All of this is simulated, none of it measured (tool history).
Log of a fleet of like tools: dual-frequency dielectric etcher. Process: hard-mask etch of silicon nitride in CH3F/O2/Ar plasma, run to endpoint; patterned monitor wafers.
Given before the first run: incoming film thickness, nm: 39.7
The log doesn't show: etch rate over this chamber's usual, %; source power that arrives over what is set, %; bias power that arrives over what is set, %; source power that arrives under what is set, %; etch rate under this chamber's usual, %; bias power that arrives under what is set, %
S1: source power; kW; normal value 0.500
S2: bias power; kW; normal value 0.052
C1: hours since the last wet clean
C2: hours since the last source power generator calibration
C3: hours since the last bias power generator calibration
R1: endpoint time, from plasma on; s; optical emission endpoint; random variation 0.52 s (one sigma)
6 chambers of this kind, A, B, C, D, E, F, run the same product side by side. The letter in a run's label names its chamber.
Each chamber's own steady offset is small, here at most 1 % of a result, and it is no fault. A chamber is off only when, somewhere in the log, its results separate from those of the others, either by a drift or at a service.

Run 1B, hour 10.1: usual settings; C1 277.4; C2 46.1; C3 2730.1. Result: R1 58.895 s.
Run 2E, hour 20.1: usual settings; C1 204.8; C2 927.0; C3 1764.6. Result: R1 58.676 s.
At hour 27.1: chamber D: wet clean of the chamber.
Run 3D, hour 34.4: usual settings; C1 7.3; C2 1098.0; C3 1148.1. Result: R1 58.629 s.
Run 4F, hour 44.0: usual settings; C1 66.2; C2 222.8; C3 2237.6. Result: R1 58.884 s.
Run 5C, hour 51.6: usual settings; C1 393.6; C2 270.9; C3 1939.0. Result: R1 57.304 s.
Run 6A, hour 64.3: usual settings; C1 163.2; C2 1725.0; C3 195.1. Result: R1 58.000 s.
Run 7E, hour 73.5: usual settings; C1 258.2; C2 980.4; C3 1818.0. Result: R1 58.483 s.
Run 8D, hour 82.6: usual settings but S1 0.580 kW, S2 0.045 kW; C1 55.5; C2 1146.2; C3 1196.3. Result: R1 56.932 s.
Run 9F, hour 96.8: usual settings but S1 0.580 kW, S2 0.045 kW; C1 119.0; C2 275.6; C3 2290.4. Result: R1 58.900 s.
Run 10A, hour 110.3: usual settings but S1 0.580 kW, S2 0.045 kW; C1 209.2; C2 1771.0; C3 241.1. Result: R1 57.742 s.
Run 11C, hour 121.0: usual settings but S1 0.580 kW, S2 0.045 kW; C1 463.0; C2 340.3; C3 2008.4. Result: R1 58.154 s.
Run 12B, hour 132.0: usual settings but S1 0.580 kW, S2 0.045 kW; C1 399.3; C2 168.0; C3 2852.0. Result: R1 57.553 s.
At hour 134.8: chamber C: wet clean of the chamber.
Run 13B, hour 140.4: usual settings but S1 0.580 kW, S2 0.045 kW; C1 407.7; C2 176.4; C3 2860.4. Result: R1 57.298 s.
Run 14F, hour 148.8: usual settings; C1 171.0; C2 327.6; C3 2342.4. Result: R1 59.313 s.
Run 15E, hour 164.1: usual settings; C1 348.8; C2 1071.0; C3 1908.6. Result: R1 58.604 s.
Run 16C, hour 171.5: usual settings; C1 36.7; C2 390.8; C3 2058.9. Result: R1 58.972 s.
At hour 172.8: chamber B: wet clean of the chamber.
Run 17D, hour 183.4: usual settings; C1 156.3; C2 1247.0; C3 1297.1. Result: R1 58.159 s.
Run 18A, hour 196.3: usual settings; C1 295.2; C2 1857.0; C3 327.1. Result: R1 59.056 s.
Run 19D, hour 210.1: usual settings; C1 183.0; C2 1273.7; C3 1323.8. Result: R1 58.990 s.
Run 20B, hour 219.6: usual settings; C1 46.9; C2 255.6; C3 2939.6. Result: R1 58.060 s.
Run 21E, hour 231.9: usual settings but S1 0.400 kW; C1 416.6; C2 1138.8; C3 1976.4. Result: R1 63.857 s.
Run 22A, hour 239.1: usual settings but S1 0.400 kW; C1 338.0; C2 1899.8; C3 369.9. Result: R1 64.744 s.
Run 23F, hour 245.8: usual settings but S1 0.400 kW; C1 268.0; C2 424.6; C3 2439.4. Result: R1 64.814 s.
Run 24C, hour 253.9: usual settings but S1 0.400 kW; C1 119.1; C2 473.2; C3 2141.3. Result: R1 62.563 s.
Run 25E, hour 265.9: usual settings but S1 0.400 kW; C1 450.6; C2 1172.8; C3 2010.4. Result: R1 65.015 s.
Run 26A, hour 280.9: usual settings but S1 0.400 kW; C1 379.8; C2 1941.6; C3 411.7. Result: R1 64.295 s.
Run 27B, hour 291.3: usual settings; C1 118.6; C2 327.3; C3 3011.3. Result: R1 58.891 s.
Run 28F, hour 304.3: usual settings; C1 326.5; C2 483.1; C3 2497.9. Result: R1 59.801 s.
Run 29C, hour 312.4: usual settings; C1 177.6; C2 531.7; C3 2199.8. Result: R1 58.458 s.
Run 30D, hour 322.1: usual settings; C1 295.0; C2 1385.7; C3 1435.8. Result: R1 58.466 s.
At hour 334.2: chamber C: bias power generator calibrated.
Run 31A, hour 336.2: usual settings; C1 435.1; C2 1996.9; C3 467.0. Result: R1 59.760 s.
Run 32E, hour 343.7: usual settings; C1 528.4; C2 1250.6; C3 2088.2. Result: R1 58.057 s.
Run 33D, hour 357.2: usual settings; C1 330.1; C2 1420.8; C3 1470.9. Result: R1 57.295 s.
Run 34C, hour 370.8: usual settings; C1 236.0; C2 590.1; C3 36.7. Result: R1 57.529 s.
Run 35F, hour 384.3: usual settings; C1 406.5; C2 563.1; C3 2577.9. Result: R1 58.597 s.
At hour 389.0: chamber F: wet clean of the chamber.
Run 36B, hour 391.5: usual settings; C1 218.8; C2 427.5; C3 3111.5. Result: R1 58.016 s.
Run 37A, hour 406.5: usual settings; C1 505.4; C2 2067.2; C3 537.3. Result: R1 58.559 s.
Run 38C, hour 413.7: usual settings; C1 278.9; C2 633.0; C3 79.6. Result: R1 57.423 s.
Run 39F, hour 424.1: usual settings; C1 35.2; C2 602.9; C3 2617.7. Result: R1 59.304 s.
Run 40B, hour 437.6: usual settings; C1 264.9; C2 473.6; C3 3157.6. Result: R1 57.643 s.
Run 41D, hour 448.4: usual settings; C1 421.3; C2 1512.0; C3 1562.1. Result: R1 58.498 s.

All chambers now run identical settings, listed one chamber a line with results as question marks. What results will each chamber show?
Run 42A, hour 459.7: usual settings. Result: R1 ?.
Run 42B, hour 459.7: usual settings. Result: R1 ?.
Run 42C, hour 459.7: usual settings. Result: R1 ?.
Run 42D, hour 459.7: usual settings. Result: R1 ?.
Run 42E, hour 459.7: usual settings. Result: R1 ?.
Run 42F, hour 459.7: usual settings. Result: R1 ?.

run      R1
42A  58.937
42B  58.831
42C  58.230
42D  58.887
42E  59.016
42F  60.137
